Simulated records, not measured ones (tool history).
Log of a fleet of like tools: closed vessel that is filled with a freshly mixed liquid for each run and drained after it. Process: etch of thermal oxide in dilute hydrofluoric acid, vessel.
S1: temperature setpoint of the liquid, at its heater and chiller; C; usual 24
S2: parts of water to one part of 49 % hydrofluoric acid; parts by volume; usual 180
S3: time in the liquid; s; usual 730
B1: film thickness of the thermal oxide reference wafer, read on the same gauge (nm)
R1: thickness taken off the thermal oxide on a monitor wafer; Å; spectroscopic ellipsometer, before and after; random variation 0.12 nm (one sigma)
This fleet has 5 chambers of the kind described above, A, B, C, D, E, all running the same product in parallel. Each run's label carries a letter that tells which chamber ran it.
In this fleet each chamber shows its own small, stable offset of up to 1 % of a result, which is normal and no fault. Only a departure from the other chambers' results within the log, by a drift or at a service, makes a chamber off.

run,day,S1,S2,S3,B1,R1
1B,0.529,24,180,730,89.978,168.05
2C,1.183,24,180,730,89.931,171.55
3E,1.721,24,180,730,90.011,171.49
4A,2.146,24,180,730,89.999,169.49
5D,2.812,24,180,730,89.992,168.79
6B,3.446,24,180,730,90.014,170.29
7E,4.129,24,180,730,89.971,171.54
# day 4.417: chamber A: hydrofluoric acid flow meter replaced
8C,4.521,24,180,730,89.972,167.89
9D,4.879,24,180,730,89.996,171.84
# day 5.092: chamber B: hydrofluoric acid flow meter replaced
10A,5.383,24,180,730,90.04,171.25
11C,5.85,24,180,730,90.037,170.02
# day 6.062: chamber B: thermometer replaced
12E,6.329,24,180,730,90.01,171.33
13D,6.804,24,180,730,90.013,169.83
14A,7.271,24,180,730,90.033,168.97
15B,7.7,24,180,730,89.999,171.11
16B,8.225,24,180,730,90.01,169.51
17D,8.808,27.5,180,730,90.033,193.65
18A,9.346,27.5,180,730,89.98,191.27
19C,9.921,27.5,180,730,89.979,195.07
# day 10.379: chamber C: thermometer replaced
20E,10.471,27.5,180,730,90.016,198.66
21B,10.925,27.5,180,730,90.008,190.84
22D,11.25,24,180,730,90.017,169.99
23A,11.688,24,180,325,90,75.822
24E,12.054,24,180,325,89.97,77.321
25C,12.533,24,180,325,90.002,75.111
26D,12.975,24,180,325,89.983,76.21
27E,13.542,24,180,325,90.041,78.889
28A,13.896,24,180,730,90.024,166.85
29B,14.367,24,180,730,90.02,170.95
30C,14.738,24,180,730,90.009,170.7
31A,15.25,24,180,730,90.021,167.98
32C,15.633,24,180,730,89.99,170.63
# day 16.042: chamber C: hydrofluoric acid flow meter replaced
33D,16.188,24,180,730,89.999,169
34B,16.542,24,180,730,90.04,169.36
# day 16.962: chamber A: thermometer replaced
35E,17.012,24,180,730,90.017,178.78
36D,17.675,24,180,730,89.954,172.01
37A,18.188,24,180,730,89.978,171.59
38B,18.842,27,250,730,89.989,123.94
39C,19.2,27,250,730,90.032,126.64
40E,19.504,27,250,730,90.012,133.24
41D,19.988,27,250,730,90.03,127.23

Is one chamber out of step, is the gauge drifting, or do the chambers differ by no more than their own small offsets? For an off chamber, give its letter and the likeliest cause.

Little by little, chamber E moves away from the other chambers.
Most likely cause: hydrofluoric acid flow above the setpoint (%) = 4.52.
From this log alone, it may not be told apart from: liquid hotter than its thermometer reads (K).

Chamber E could run next with any of the 4 candidate recipes listed below; each alters the usual settings, and their results appear as question marks. Which one brings its results back in line with what the other chambers deliver on the usual settings?
Counts as in line when no further than this from what the other chambers average on the usual settings: R1 4.1 Å
42E-1,20.483,22.5,180,730,,?
42E-2,20.483,24,175,750,,?
42E-3,20.483,24,170,770,,?
42E-4,20.483,24,190,690,,?

The mean the other chambers reach with the usual settings: R1 169.91 Å
run,R1
42E-1,169.04
42E-2,190.35
42E-3,202.3
42E-4,158.7
The answer is 42E-1, which returns the chamber to within the allowed miss of the others.
